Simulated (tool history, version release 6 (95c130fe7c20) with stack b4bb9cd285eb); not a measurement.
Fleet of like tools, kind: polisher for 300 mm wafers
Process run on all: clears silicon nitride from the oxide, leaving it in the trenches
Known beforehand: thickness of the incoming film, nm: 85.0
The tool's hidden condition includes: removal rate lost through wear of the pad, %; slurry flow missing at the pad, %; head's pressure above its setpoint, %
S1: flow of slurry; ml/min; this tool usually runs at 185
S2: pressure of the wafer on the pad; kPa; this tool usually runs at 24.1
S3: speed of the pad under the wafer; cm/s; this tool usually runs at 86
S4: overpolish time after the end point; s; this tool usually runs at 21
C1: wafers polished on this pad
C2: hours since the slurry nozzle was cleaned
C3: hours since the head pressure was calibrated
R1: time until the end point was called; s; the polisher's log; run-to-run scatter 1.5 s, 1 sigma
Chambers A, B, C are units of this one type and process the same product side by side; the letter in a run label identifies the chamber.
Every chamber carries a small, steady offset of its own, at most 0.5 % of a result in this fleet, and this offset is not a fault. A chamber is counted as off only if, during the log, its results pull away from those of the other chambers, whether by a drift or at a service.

run   hour   S1    S2  S3  S4   C1     C2      C3      R1
 1C    7.2  185  24.1  86  21  535  173.5   978.9  81.839
      11.3  -- chamber B: head pressure recalibrated
 2A   14.4  185  24.1  86  21  104  381.5   562.9  84.359
 3B   27.5  185  24.1  86  21  807  385.9    16.3  78.112
      29.5  -- chamber B: worn pad replaced by a new one
 4A   35.6  185  24.1  86  21  245  402.7   584.1  82.322
 5C   44.4  185  24.1  86  21  783  210.7  1016.1  80.738
 6B   52.9  185  24.1  86  21  156  411.3    41.7  83.026
 7B   59.9  185  24.1  86  21  203  418.3    48.7  81.566
 8A     67  185  24.1  86  21  455  434.1   615.5  82.837
 9C   76.8  185  24.1  86  21  999  243.1  1048.5  81.846
10A   86.6  185  24.1  86  21  586  453.7   635.1   83.22
      92.1  -- chamber C: worn pad replaced by a new one
11C   98.7  185  24.1  86  21   44    265  1070.4  81.634
     106.9  -- chamber A: worn pad replaced by a new one
12B  112.1  185  24.1  86  21  551  470.5   100.9  84.267
13A  119.9  185  24.1  86  21   87    487   668.4  80.342
14B  130.3  150  24.1  86  31  672  488.7   119.1  85.364
15C  140.4  150  24.1  86  31  322  306.7  1112.1  84.025
     148.7  -- chamber B: slurry nozzle cleaned
16A  151.6  150  24.1  86  31  298  518.7   700.1   81.36
     162.2  -- chamber B: worn pad replaced by a new one
17C  162.8  185  24.1  86  21  471  329.1  1134.5  79.199
18B  174.6  185  24.1  76  21   83     26   163.4  93.037
19C  181.2  185  24.1  76  21  594  347.5  1152.9  93.923
20A  189.4  185  24.1  76  21  550  556.5   737.9  94.262
     190.3  -- chamber C: slurry nozzle cleaned
21B  197.5  185  24.1  86  28  235   48.9   186.3  81.846
22B  207.2  185  24.1  86  28  300   58.6     196  81.386
23C  219.8  185  24.1  86  28  851   29.5  1191.5  84.657
     221.3  -- chamber A: worn pad replaced by a new one
24A  232.3  185  24.1  86  21   73  599.4   780.8  81.174
25B  241.4  185  24.1  86  21  528   92.8   230.2  83.465
     242.7  -- chamber C: worn pad replaced by a new one
26A    254  185  24.1  86  21  218  621.1   802.5  83.127
27C  264.6  185  24.1  98  13  146   74.3  1236.3  71.453
28B  275.7  185  24.1  98  13  757  127.1   264.5  72.794

Next, all 3 chambers run the settings below, one line each with question marks for the results. What does each chamber give?
29A  285.9  185  24.1  86  21               ?
29B  285.9  185  24.1  86  21               ?
29C  285.9  185  24.1  86  21               ?

run      R1
29A   81.66
29B  79.874
29C  80.854

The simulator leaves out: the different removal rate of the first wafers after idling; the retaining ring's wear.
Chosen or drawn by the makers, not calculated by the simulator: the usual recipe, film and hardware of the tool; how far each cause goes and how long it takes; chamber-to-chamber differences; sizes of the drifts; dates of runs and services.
